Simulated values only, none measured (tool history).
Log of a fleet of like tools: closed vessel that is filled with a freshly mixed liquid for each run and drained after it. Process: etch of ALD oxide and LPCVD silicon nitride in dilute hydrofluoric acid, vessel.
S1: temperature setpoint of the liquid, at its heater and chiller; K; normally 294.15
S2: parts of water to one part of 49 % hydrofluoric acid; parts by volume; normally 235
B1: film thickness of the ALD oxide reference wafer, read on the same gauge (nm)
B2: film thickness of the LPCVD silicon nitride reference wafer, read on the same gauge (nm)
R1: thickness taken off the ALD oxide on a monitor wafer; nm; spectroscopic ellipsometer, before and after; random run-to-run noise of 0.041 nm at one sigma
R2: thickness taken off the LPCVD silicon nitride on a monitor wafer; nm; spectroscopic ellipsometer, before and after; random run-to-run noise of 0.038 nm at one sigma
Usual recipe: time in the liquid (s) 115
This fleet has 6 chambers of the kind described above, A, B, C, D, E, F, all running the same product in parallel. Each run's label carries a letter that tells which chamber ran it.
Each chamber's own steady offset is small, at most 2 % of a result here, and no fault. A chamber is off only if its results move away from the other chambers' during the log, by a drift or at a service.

run 1E hour=6.9 | S1=294.15 S2=235 time_in_the_liquid_(s)=115 | B1=119.98 B2=50.052 | R1=7.1588 R2=0.247130
run 2C hour=14.4 | S1=294.15 S2=235 time_in_the_liquid_(s)=115 | B1=119.98 B2=49.992 | R1=7.0749 R2=0.231940
run 3B hour=24.9 | S1=294.15 S2=235 time_in_the_liquid_(s)=115 | B1=120.03 B2=49.963 | R1=7.0613 R2=0.235590
-- hour=34.4 chamber F: thermometer replaced
run 4D hour=37.4 | S1=294.15 S2=235 time_in_the_liquid_(s)=115 | B1=120.01 B2=50.024 | R1=7.2922 R2=0.239270
run 5A hour=49.9 | S1=294.15 S2=235 time_in_the_liquid_(s)=115 | B1=119.99 B2=50.015 | R1=7.0025 R2=0.181780
run 6F hour=57.8 | S1=294.15 S2=235 time_in_the_liquid_(s)=115 | B1=119.98 B2=49.979 | R1=7.0110 R2=0.208240
run 7C hour=65.7 | S1=294.15 S2=235 time_in_the_liquid_(s)=115 | B1=120.04 B2=49.998 | R1=7.1558 R2=0.212870
run 8F hour=76.0 | S1=294.15 S2=235 time_in_the_liquid_(s)=115 | B1=119.96 B2=50.041 | R1=6.9993 R2=0.153250
run 9D hour=89.2 | S1=294.15 S2=235 time_in_the_liquid_(s)=115 | B1=120.03 B2=49.950 | R1=7.2190 R2=0.202540
run 10A hour=98.0 | S1=294.15 S2=235 time_in_the_liquid_(s)=115 | B1=119.96 B2=50.011 | R1=7.1014 R2=0.222140
-- hour=101.3 chamber B: thermometer replaced
run 11B hour=105.1 | S1=294.15 S2=235 time_in_the_liquid_(s)=115 | B1=120.01 B2=49.983 | R1=7.0693 R2=0.236250
run 12E hour=117.1 | S1=294.15 S2=235 time_in_the_liquid_(s)=160 | B1=119.98 B2=49.998 | R1=9.9530 R2=0.337700
run 13E hour=129.7 | S1=294.15 S2=235 time_in_the_liquid_(s)=160 | B1=120.00 B2=50.064 | R1=9.8743 R2=0.182140
run 14C hour=139.5 | S1=294.15 S2=235 time_in_the_liquid_(s)=160 | B1=119.99 B2=49.952 | R1=9.8757 R2=0.187540
run 15A hour=154.7 | S1=294.15 S2=235 time_in_the_liquid_(s)=160 | B1=120.01 B2=49.993 | R1=9.8061 R2=0.288910
run 16B hour=169.3 | S1=294.15 S2=235 time_in_the_liquid_(s)=160 | B1=119.98 B2=50.006 | R1=9.8937 R2=0.241990
run 17D hour=184.2 | S1=294.15 S2=235 time_in_the_liquid_(s)=160 | B1=119.98 B2=50.026 | R1=10.0380 R2=0.357900
run 18F hour=191.9 | S1=294.15 S2=235 time_in_the_liquid_(s)=115 | B1=120.01 B2=50.010 | R1=7.0481 R2=0.205390
-- hour=195.2 chamber C: hydrofluoric acid flow meter replaced
run 19D hour=205.7 | S1=291.65 S2=330 time_in_the_liquid_(s)=115 | B1=119.98 B2=49.995 | R1=4.3295 R2=0.161180
run 20B hour=216.8 | S1=291.65 S2=330 time_in_the_liquid_(s)=115 | B1=120.00 B2=50.019 | R1=4.2474 R2=0.103900
run 21A hour=227.0 | S1=291.65 S2=330 time_in_the_liquid_(s)=115 | B1=119.98 B2=49.991 | R1=4.2031 R2=0.131000
run 22C hour=236.4 | S1=291.65 S2=330 time_in_the_liquid_(s)=115 | B1=120.00 B2=49.981 | R1=4.2777 R2=0.119720
run 23E hour=246.5 | S1=291.65 S2=330 time_in_the_liquid_(s)=115 | B1=119.98 B2=49.971 | R1=4.3299 R2=0.158760
-- hour=252.9 chamber A: thermometer replaced
run 24F hour=260.4 | S1=291.65 S2=330 time_in_the_liquid_(s)=115 | B1=119.99 B2=49.974 | R1=4.2216 R2=0.150300
run 25E hour=267.2 | S1=294.15 S2=235 time_in_the_liquid_(s)=115 | B1=120.01 B2=50.029 | R1=7.3061 R2=0.232920
run 26B hour=278.1 | S1=294.15 S2=235 time_in_the_liquid_(s)=115 | B1=119.99 B2=49.970 | R1=7.0647 R2=0.237930
run 27A hour=290.5 | S1=294.15 S2=235 time_in_the_liquid_(s)=115 | B1=119.99 B2=50.000 | R1=7.0817 R2=0.259160
run 28F hour=301.3 | S1=290.15 S2=235 time_in_the_liquid_(s)=115 | B1=120.01 B2=50.020 | R1=6.0386 R2=0.177260
run 29D hour=308.9 | S1=290.15 S2=235 time_in_the_liquid_(s)=115 | B1=119.98 B2=49.972 | R1=6.2255 R2=0.138850
run 30C hour=320.0 | S1=290.15 S2=235 time_in_the_liquid_(s)=115 | B1=120.04 B2=50.045 | R1=6.1230 R2=0.145340
run 31A hour=334.3 | S1=290.15 S2=235 time_in_the_liquid_(s)=115 | B1=119.98 B2=50.001 | R1=6.0458 R2=0.140110
run 32F hour=348.9 | S1=290.15 S2=235 time_in_the_liquid_(s)=115 | B1=120.02 B2=50.003 | R1=6.0620 R2=0.161870
run 33D hour=360.0 | S1=290.15 S2=235 time_in_the_liquid_(s)=115 | B1=120.00 B2=50.011 | R1=6.2179 R2=0.124690
run 34B hour=375.5 | S1=294.15 S2=235 time_in_the_liquid_(s)=115 | B1=120.01 B2=50.003 | R1=7.0501 R2=0.271390
run 35C hour=385.9 | S1=294.15 S2=235 time_in_the_liquid_(s)=115 | B1=119.98 B2=50.028 | R1=7.1854 R2=0.267530
run 36E hour=397.7 | S1=294.15 S2=235 time_in_the_liquid_(s)=115 | B1=119.98 B2=49.978 | R1=7.4084 R2=0.234980
run 37D hour=407.4 | S1=294.15 S2=235 time_in_the_liquid_(s)=160 | B1=119.98 B2=49.953 | R1=10.0390 R2=0.334530

All 6 chambers run these settings next. Forecast each chamber's results:
run 38A hour=418.4 | S1=294.15 S2=235 time_in_the_liquid_(s)=70 | R1=? R2=?
run 38B hour=418.4 | S1=294.15 S2=235 time_in_the_liquid_(s)=70 | R1=? R2=?
run 38C hour=418.4 | S1=294.15 S2=235 time_in_the_liquid_(s)=70 | R1=? R2=?
run 38D hour=418.4 | S1=294.15 S2=235 time_in_the_liquid_(s)=70 | R1=? R2=?
run 38E hour=418.4 | S1=294.15 S2=235 time_in_the_liquid_(s)=70 | R1=? R2=?
run 38F hour=418.4 | S1=294.15 S2=235 time_in_the_liquid_(s)=70 | R1=? R2=?

run=38A R1=4.2579 R2=0.134720
run=38B R1=4.3522 R2=0.149760
run=38C R1=4.3530 R2=0.094936
run=38D R1=4.4115 R2=0.151370
run=38E R1=4.5647 R2=0.148190
run=38F R1=4.2739 R2=0.076949
